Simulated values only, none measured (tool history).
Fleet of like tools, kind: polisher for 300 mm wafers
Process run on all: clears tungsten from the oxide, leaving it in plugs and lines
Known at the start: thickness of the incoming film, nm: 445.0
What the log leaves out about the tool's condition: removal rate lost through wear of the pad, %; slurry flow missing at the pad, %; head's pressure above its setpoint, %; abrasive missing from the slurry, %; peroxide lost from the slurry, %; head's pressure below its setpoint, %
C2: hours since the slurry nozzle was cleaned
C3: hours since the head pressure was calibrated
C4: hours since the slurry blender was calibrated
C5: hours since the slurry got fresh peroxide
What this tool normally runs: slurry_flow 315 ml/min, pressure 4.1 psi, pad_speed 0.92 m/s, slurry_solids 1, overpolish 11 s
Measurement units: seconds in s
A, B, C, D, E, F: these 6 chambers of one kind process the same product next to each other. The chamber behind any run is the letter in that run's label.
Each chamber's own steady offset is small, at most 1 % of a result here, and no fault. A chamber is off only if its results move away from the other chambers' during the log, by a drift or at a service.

At hour 3.2: chamber A: slurry nozzle cleaned.
Run 1D, hour 7.1: usual settings; wafers polished on this pad 220; C2 151.5; C3 883.5; C4 340.1; C5 31.5. Result: seconds 108.910 s.
At hour 8.7: chamber B: worn pad replaced by a new one.
Run 2F, hour 10.9: usual settings; wafers polished on this pad 154; C2 632.1; C3 712.3; C4 16.4; C5 210.1. Result: seconds 111.760 s.
At hour 16.9: chamber D: slurry blender recalibrated.
Run 3C, hour 17.1: usual settings; wafers polished on this pad 133; C2 40.3; C3 113.0; C4 185.3; C5 80.7. Result: seconds 110.470 s.
At hour 17.8: chamber F: slurry tank refilled with fresh slurry and peroxide.
Run 4E, hour 22.0: usual settings; wafers polished on this pad 493; C2 278.5; C3 623.8; C4 104.2; C5 49.4. Result: seconds 109.910 s.
Run 5B, hour 27.8: usual settings; wafers polished on this pad 145; C2 217.2; C3 29.4; C4 118.9; C5 88.1. Result: seconds 111.440 s.
At hour 28.9: chamber A: worn pad replaced by a new one.
At hour 29.9: chamber B: slurry blender recalibrated.
Run 6A, hour 33.7: usual settings but pad_speed 0.70 m/s, overpolish 7 s; wafers polished on this pad 37; C2 30.6; C3 982.6; C4 99.7; C5 60.0. Result: seconds 141.390 s.
At hour 37.5: chamber C: slurry blender recalibrated.
Run 7E, hour 37.8: usual settings but pad_speed 0.70 m/s, overpolish 7 s; wafers polished on this pad 613; C2 294.3; C3 639.6; C4 120.0; C5 65.2. Result: seconds 145.670 s.
At hour 39.0: chamber E: slurry blender recalibrated.
Run 8B, hour 43.3: usual settings but pad_speed 0.70 m/s, overpolish 7 s; wafers polished on this pad 263; C2 232.7; C3 44.9; C4 13.4; C5 103.6. Result: seconds 144.590 s.
At hour 48.2: chamber B: slurry tank refilled with fresh slurry and peroxide.
Run 9D, hour 48.4: usual settings but pad_speed 0.70 m/s, overpolish 7 s; wafers polished on this pad 534; C2 192.8; C3 924.8; C4 31.5; C5 72.8. Result: seconds 147.140 s.
At hour 48.9: chamber F: slurry nozzle cleaned.
Run 10F, hour 51.7: usual settings but pad_speed 0.70 m/s, overpolish 7 s; wafers polished on this pad 465; C2 2.9; C3 753.1; C4 57.2; C5 33.9. Result: seconds 143.610 s.
At hour 55.8: chamber D: slurry tank refilled with fresh slurry and peroxide.
Run 11A, hour 57.9: usual settings but pad_speed 0.70 m/s, overpolish 7 s; wafers polished on this pad 220; C2 54.8; C3 1006.8; C4 123.9; C5 84.2. Result: seconds 145.720 s.
Run 12C, hour 63.8: usual settings; wafers polished on this pad 488; C2 87.0; C3 159.7; C4 26.3; C5 127.4. Result: seconds 112.620 s.
At hour 66.0: chamber C: worn pad replaced by a new one.
Run 13A, hour 67.0: usual settings; wafers polished on this pad 290; C2 63.9; C3 1015.9; C4 133.0; C5 93.3. Result: seconds 110.850 s.
At hour 71.5: chamber D: worn pad replaced by a new one.
Run 14D, hour 73.8: usual settings; wafers polished on this pad 18; C2 218.2; C3 950.2; C4 56.9; C5 18.0. Result: seconds 111.460 s.
Run 15E, hour 77.6: usual settings; wafers polished on this pad 916; C2 334.1; C3 679.4; C4 38.7; C5 105.0. Result: seconds 110.430 s.
At hour 78.0: chamber F: worn pad replaced by a new one.
Run 16F, hour 83.6: usual settings but pressure 3.4 psi; wafers polished on this pad 42; C2 34.8; C3 785.0; C4 89.1; C5 65.8. Result: seconds 134.760 s.
Run 17C, hour 87.9: usual settings but pressure 3.4 psi; wafers polished on this pad 166; C2 111.1; C3 183.8; C4 50.4; C5 151.5. Result: seconds 131.620 s.
At hour 89.0: chamber F: head pressure recalibrated.
At hour 89.8: chamber D: head pressure recalibrated.
Run 18B, hour 92.8: usual settings but pressure 3.4 psi; wafers polished on this pad 639; C2 282.2; C3 94.4; C4 62.9; C5 44.6. Result: seconds 133.120 s.
At hour 93.5: chamber C: slurry tank refilled with fresh slurry and peroxide.
At hour 96.2: chamber B: worn pad replaced by a new one.
Run 19C, hour 98.6: usual settings but pressure 3.4 psi; wafers polished on this pad 248; C2 121.8; C3 194.5; C4 61.1; C5 5.2. Result: seconds 133.150 s.
Run 20E, hour 104.5: usual settings but pressure 3.4 psi; wafers polished on this pad 1120; C2 361.0; C3 706.3; C4 65.6; C5 131.9. Result: seconds 133.510 s.
Run 21F, hour 108.6: usual settings but pressure 3.4 psi; wafers polished on this pad 232; C2 59.8; C3 19.7; C4 114.1; C5 90.8. Result: seconds 135.360 s.
Run 22D, hour 113.5: usual settings; wafers polished on this pad 319; C2 257.9; C3 23.8; C4 96.6; C5 57.7. Result: seconds 109.450 s.
Run 23B, hour 118.1: usual settings; wafers polished on this pad 167; C2 307.5; C3 119.7; C4 88.2; C5 69.9. Result: seconds 109.650 s.
At hour 123.3: chamber A: worn pad replaced by a new one.
Run 24A, hour 123.3: usual settings but pressure 2.8 psi, overpolish 17 s; wafers polished on this pad 0; C2 120.2; C3 1072.2; C4 189.3; C5 149.6. Result: seconds 161.460 s.
Run 25A, hour 130.1: usual settings but pressure 2.8 psi, overpolish 17 s; wafers polished on this pad 51; C2 127.0; C3 1079.0; C4 196.1; C5 156.4. Result: seconds 162.380 s.
At hour 132.5: chamber E: worn pad replaced by a new one.
Run 26F, hour 135.7: usual settings but pressure 2.8 psi, overpolish 17 s; wafers polished on this pad 438; C2 86.9; C3 46.8; C4 141.2; C5 117.9. Result: seconds 162.370 s.
At hour 138.5: chamber C: worn pad replaced by a new one.
Run 27D, hour 141.3: usual settings but pressure 2.8 psi, overpolish 17 s; wafers polished on this pad 531; C2 285.7; C3 51.6; C4 124.4; C5 85.5. Result: seconds 166.560 s.
At hour 144.6: chamber E: slurry blender recalibrated.
At hour 146.1: chamber D: slurry tank refilled with fresh slurry and peroxide.
Run 28E, hour 147.7: usual settings but pressure 2.8 psi, overpolish 17 s; wafers polished on this pad 116; C2 404.2; C3 749.5; C4 3.2; C5 175.1. Result: seconds 161.170 s.
At hour 148.9: chamber B: slurry nozzle cleaned.
At hour 152.7: chamber A: slurry tank refilled with fresh slurry and peroxide.
Run 29B, hour 154.1: usual settings but pressure 2.8 psi, overpolish 17 s; wafers polished on this pad 440; C2 5.2; C3 155.7; C4 124.2; C5 105.9. Result: seconds 163.960 s.
At hour 156.8: chamber B: slurry tank refilled with fresh slurry and peroxide.
At hour 160.1: chamber E: slurry tank refilled with fresh slurry and peroxide.
Run 30C, hour 161.1: usual settings; wafers polished on this pad 172; C2 184.3; C3 257.0; C4 123.6; C5 67.7. Result: seconds 111.400 s.
Run 31D, hour 167.2: usual settings; wafers polished on this pad 728; C2 311.6; C3 77.5; C4 150.3; C5 21.1. Result: seconds 109.650 s.
At hour 170.5: chamber B: slurry blender recalibrated.
Run 32F, hour 171.7: usual settings; wafers polished on this pad 712; C2 122.9; C3 82.8; C4 177.2; C5 153.9. Result: seconds 112.960 s.
At hour 176.6: chamber F: worn pad replaced by a new one.
Run 33C, hour 176.8: usual settings but pad_speed 1.14 m/s, overpolish 16 s; wafers polished on this pad 291; C2 200.0; C3 272.7; C4 139.3; C5 83.4. Result: seconds 90.219 s.
Run 34A, hour 183.5: usual settings but pad_speed 1.14 m/s, overpolish 16 s; wafers polished on this pad 457; C2 180.4; C3 1132.4; C4 249.5; C5 30.9. Result: seconds 88.373 s.
Run 35E, hour 188.4: usual settings but pad_speed 1.14 m/s, overpolish 16 s; wafers polished on this pad 425; C2 444.9; C3 790.2; C4 43.9; C5 28.3. Result: seconds 89.842 s.
At hour 190.1: chamber A: slurry blender recalibrated.
Run 36B, hour 192.5: usual settings but pad_speed 1.14 m/s, overpolish 16 s; wafers polished on this pad 732; C2 43.6; C3 194.1; C4 22.0; C5 35.8. Result: seconds 89.649 s.
Run 37C, hour 199.2: usual settings but pad_speed 1.14 m/s, overpolish 16 s; wafers polished on this pad 462; C2 222.4; C3 295.1; C4 161.7; C5 105.8. Result: seconds 89.561 s.
Run 38A, hour 205.1: usual settings but pad_speed 1.14 m/s, overpolish 16 s; wafers polished on this pad 622; C2 202.0; C3 1154.0; C4 15.1; C5 52.5. Result: seconds 90.266 s.
Run 39F, hour 208.6: usual settings; wafers polished on this pad 243; C2 159.8; C3 119.7; C4 214.1; C5 190.8. Result: seconds 111.340 s.

Has any chamber moved away from the others, gradually or after a service, or does the common gauge drift, or do the chambers differ only by their own small steady offsets? State the chamber and the most likely cause if one applies.

The fleet is healthy, with each chamber sitting at its usual small offset and no drift in the gauge.
